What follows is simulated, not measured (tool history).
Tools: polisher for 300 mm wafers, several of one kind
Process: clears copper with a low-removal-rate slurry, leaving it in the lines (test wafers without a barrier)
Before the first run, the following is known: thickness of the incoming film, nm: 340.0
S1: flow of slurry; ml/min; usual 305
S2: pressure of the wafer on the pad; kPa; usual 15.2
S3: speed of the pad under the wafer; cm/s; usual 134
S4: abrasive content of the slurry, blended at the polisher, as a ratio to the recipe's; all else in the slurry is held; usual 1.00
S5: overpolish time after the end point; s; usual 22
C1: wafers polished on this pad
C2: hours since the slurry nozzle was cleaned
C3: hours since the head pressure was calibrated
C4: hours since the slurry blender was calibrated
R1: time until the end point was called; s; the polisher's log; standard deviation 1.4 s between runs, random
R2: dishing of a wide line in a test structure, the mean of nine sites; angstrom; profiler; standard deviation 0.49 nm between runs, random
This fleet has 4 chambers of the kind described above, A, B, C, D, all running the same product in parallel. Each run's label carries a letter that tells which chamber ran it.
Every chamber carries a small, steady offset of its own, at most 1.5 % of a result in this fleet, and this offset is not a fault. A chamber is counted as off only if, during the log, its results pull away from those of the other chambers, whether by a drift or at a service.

run 1D hour=5.3 | S1=305 S2=15.2 S3=134 S4=1.00 S5=22 | C1=896 C2=243.9 C3=337.0 C4=125.8 | R1=96.955 R2=385.76
run 2A hour=12.8 | S1=305 S2=15.2 S3=134 S4=1.00 S5=22 | C1=366 C2=625.7 C3=115.7 C4=177.9 | R1=96.661 R2=382.64
-- hour=13.9 chamber C: worn pad replaced by a new one
run 3C hour=19.4 | S1=305 S2=15.2 S3=134 S4=1.00 S5=22 | C1=63 C2=394.7 C3=485.7 C4=49.3 | R1=96.037 R2=384.84
run 4B hour=27.4 | S1=305 S2=15.2 S3=134 S4=1.00 S5=22 | C1=537 C2=630.6 C3=1052.6 C4=209.2 | R1=96.128 R2=389.97
run 5D hour=36.1 | S1=305 S2=15.2 S3=134 S4=1.00 S5=22 | C1=1246 C2=274.7 C3=367.8 C4=156.6 | R1=95.694 R2=388.93
run 6B hour=45.8 | S1=305 S2=15.2 S3=134 S4=1.00 S5=22 | C1=747 C2=649.0 C3=1071.0 C4=227.6 | R1=95.040 R2=388.19
-- hour=55.1 chamber C: slurry nozzle cleaned
run 7A hour=56.8 | S1=305 S2=15.2 S3=134 S4=1.00 S5=22 | C1=866 C2=669.7 C3=159.7 C4=221.9 | R1=95.506 R2=398.61
run 8C hour=61.9 | S1=305 S2=15.2 S3=134 S4=1.00 S5=22 | C1=546 C2=6.9 C3=528.2 C4=91.8 | R1=96.547 R2=382.97
run 9B hour=71.0 | S1=305 S2=15.2 S3=134 S4=1.00 S5=22 | C1=1033 C2=674.2 C3=1096.2 C4=252.8 | R1=95.551 R2=396.17
run 10C hour=76.1 | S1=305 S2=13.1 S3=134 S4=1.00 S5=22 | C1=707 C2=21.1 C3=542.4 C4=106.0 | R1=109.140 R2=354.09
-- hour=84.5 chamber D: slurry blender recalibrated
run 11D hour=86.9 | S1=305 S2=13.1 S3=134 S4=1.00 S5=22 | C1=1823 C2=325.5 C3=418.6 C4=2.5 | R1=113.890 R2=342.41
-- hour=88.8 chamber B: worn pad replaced by a new one
run 12A hour=97.8 | S1=305 S2=13.1 S3=134 S4=1.00 S5=22 | C1=1332 C2=710.7 C3=200.7 C4=262.9 | R1=112.790 R2=348.88
-- hour=103.4 chamber A: worn pad replaced by a new one
run 13B hour=104.6 | S1=305 S2=13.1 S3=134 S4=1.00 S5=22 | C1=179 C2=707.8 C3=1129.8 C4=286.4 | R1=113.220 R2=358.09
run 14C hour=112.2 | S1=305 S2=15.2 S3=134 S4=1.00 S5=22 | C1=1117 C2=57.2 C3=578.5 C4=142.1 | R1=95.361 R2=386.19
-- hour=117.9 chamber C: worn pad replaced by a new one
run 15D hour=120.1 | S1=305 S2=15.2 S3=134 S4=1.00 S5=22 | C1=2200 C2=358.7 C3=451.8 C4=35.7 | R1=98.986 R2=377.95
-- hour=121.1 chamber A: slurry nozzle cleaned
run 16A hour=126.1 | S1=305 S2=15.2 S3=134 S4=1.00 S5=22 | C1=258 C2=5.1 C3=229.0 C4=291.2 | R1=99.094 R2=384.01
-- hour=128.9 chamber D: slurry nozzle cleaned
-- hour=136.3 chamber B: slurry blender recalibrated
run 17D hour=136.3 | S1=305 S2=15.2 S3=134 S4=1.00 S5=22 | C1=2384 C2=7.4 C3=468.0 C4=51.9 | R1=102.980 R2=375.06
run 18A hour=143.6 | S1=305 S2=15.2 S3=134 S4=1.00 S5=22 | C1=457 C2=22.6 C3=246.5 C4=308.7 | R1=96.382 R2=386.12
-- hour=148.7 chamber A: slurry blender recalibrated
run 19B hour=148.9 | S1=305 S2=15.2 S3=134 S4=1.00 S5=22 | C1=683 C2=752.1 C3=1174.1 C4=12.7 | R1=96.463 R2=397.85
run 20C hour=154.2 | S1=305 S2=15.2 S3=164 S4=1.25 S5=22 | C1=413 C2=99.2 C3=620.5 C4=184.1 | R1=74.394 R2=448.35
run 21B hour=160.7 | S1=305 S2=15.2 S3=164 S4=1.25 S5=22 | C1=817 C2=763.9 C3=1185.9 C4=24.5 | R1=76.311 R2=444.90
run 22A hour=166.4 | S1=305 S2=15.2 S3=164 S4=1.25 S5=22 | C1=716 C2=45.4 C3=269.3 C4=17.8 | R1=76.036 R2=443.85
run 23D hour=171.7 | S1=305 S2=15.2 S3=164 S4=1.25 S5=22 | C1=2786 C2=42.8 C3=503.4 C4=87.3 | R1=80.375 R2=425.06
run 24C hour=177.4 | S1=305 S2=15.2 S3=170 S4=1.00 S5=22 | C1=677 C2=122.4 C3=643.7 C4=207.3 | R1=76.072 R2=432.61
run 25A hour=188.0 | S1=305 S2=15.2 S3=170 S4=1.00 S5=22 | C1=961 C2=67.0 C3=290.9 C4=39.4 | R1=75.321 R2=443.19
run 26C hour=196.9 | S1=305 S2=15.2 S3=170 S4=1.00 S5=22 | C1=898 C2=141.9 C3=663.2 C4=226.8 | R1=75.072 R2=444.13
-- hour=199.3 chamber B: worn pad replaced by a new one
run 27D hour=202.8 | S1=305 S2=15.2 S3=170 S4=1.00 S5=22 | C1=3139 C2=73.9 C3=534.5 C4=118.4 | R1=85.118 R2=421.64
run 28B hour=210.4 | S1=305 S2=15.2 S3=134 S4=1.00 S5=22 | C1=126 C2=813.6 C3=1235.6 C4=74.2 | R1=96.702 R2=398.69

Each of the 4 chambers runs these same settings next. Fill in every chamber's results:
run 29A hour=218.3 | S1=305 S2=15.2 S3=134 S4=1.00 S5=22 | R1=? R2=?
run 29B hour=218.3 | S1=305 S2=15.2 S3=134 S4=1.00 S5=22 | R1=? R2=?
run 29C hour=218.3 | S1=305 S2=15.2 S3=134 S4=1.00 S5=22 | R1=? R2=?
run 29D hour=218.3 | S1=305 S2=15.2 S3=134 S4=1.00 S5=22 | R1=? R2=?

run=29A R1=98.845 R2=403.33
run=29B R1=93.804 R2=389.03
run=29C R1=98.577 R2=392.78
run=29D R1=104.290 R2=366.78
